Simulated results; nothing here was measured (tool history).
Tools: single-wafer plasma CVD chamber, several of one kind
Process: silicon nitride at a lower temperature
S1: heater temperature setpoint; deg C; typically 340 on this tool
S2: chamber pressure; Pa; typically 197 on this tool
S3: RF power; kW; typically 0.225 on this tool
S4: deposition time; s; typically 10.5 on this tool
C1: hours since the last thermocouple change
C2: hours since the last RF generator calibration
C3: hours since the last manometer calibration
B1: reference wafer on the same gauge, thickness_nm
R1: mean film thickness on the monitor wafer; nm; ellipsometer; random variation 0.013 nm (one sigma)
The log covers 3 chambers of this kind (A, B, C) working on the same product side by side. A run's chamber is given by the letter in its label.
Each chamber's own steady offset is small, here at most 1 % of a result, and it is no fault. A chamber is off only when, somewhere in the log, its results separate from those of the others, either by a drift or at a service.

run,hour,S1,S2,S3,S4,C1,C2,C3,B1,R1
1C,12.8,340,197,0.225,10.5,71.8,1099.9,161.5,9.9639,9.9939
2B,18.6,340,197,0.225,10.5,42.4,376.7,476.2,9.9644,9.9624
3A,25.0,340,197,0.225,10.5,696.7,925.4,569.6,9.9676,9.9202
4B,30.9,340,197,0.225,10.5,54.7,389.0,488.5,9.9666,9.9547
5A,43.6,340,197,0.225,10.5,715.3,944.0,588.2,9.9704,9.9382
6C,51.2,340,197,0.225,10.5,110.2,1138.3,199.9,9.9749,9.9961
7C,62.0,340,197,0.225,10.5,121.0,1149.1,210.7,9.9779,9.9884
8A,71.8,340,197,0.225,10.5,743.5,972.2,616.4,9.9802,9.9687
9B,78.0,346,197,0.225,10.5,101.8,436.1,535.6,9.9816,9.9501
10A,84.9,346,197,0.225,10.5,756.6,985.3,629.5,9.9841,9.9083
11B,92.7,346,197,0.225,10.5,116.5,450.8,550.3,9.9829,9.9621
12C,104.9,340,197,0.225,10.5,163.9,1192.0,253.6,9.9850,10.0160
13A,110.7,350,197,0.225,10.5,782.4,1011.1,655.3,9.9885,9.8916
14B,123.0,350,197,0.225,10.5,146.8,481.1,580.6,9.9909,9.9518
15C,132.8,350,197,0.225,10.5,191.8,1219.9,281.5,9.9961,9.9869
16A,139.3,340,197,0.225,10.5,811.0,1039.7,683.9,9.9975,9.9641
17C,147.6,340,197,0.225,10.5,206.6,1234.7,296.3,10.0000,10.0220
18B,156.9,340,197,0.225,10.5,180.7,515.0,614.5,10.0020,10.0080
19A,167.8,340,197,0.225,10.5,839.5,1068.2,712.4,10.0020,9.9689
20B,177.8,340,197,0.245,12.3,201.6,535.9,635.4,10.0070,12.4680
21C,188.8,340,197,0.245,12.3,247.8,1275.9,337.5,10.0110,12.4520
22A,198.2,340,197,0.245,12.3,869.9,1098.6,742.8,10.0140,12.4260

Is one chamber out of step, is the gauge drifting, or do the chambers differ by no more than their own small offsets? For an off chamber, give its letter and the likeliest cause.

Every chamber seems to shift together because the gauge that measures them all drifts; the chambers themselves are fine.
What lies behind it: gauge reads high (%) = 0.544.
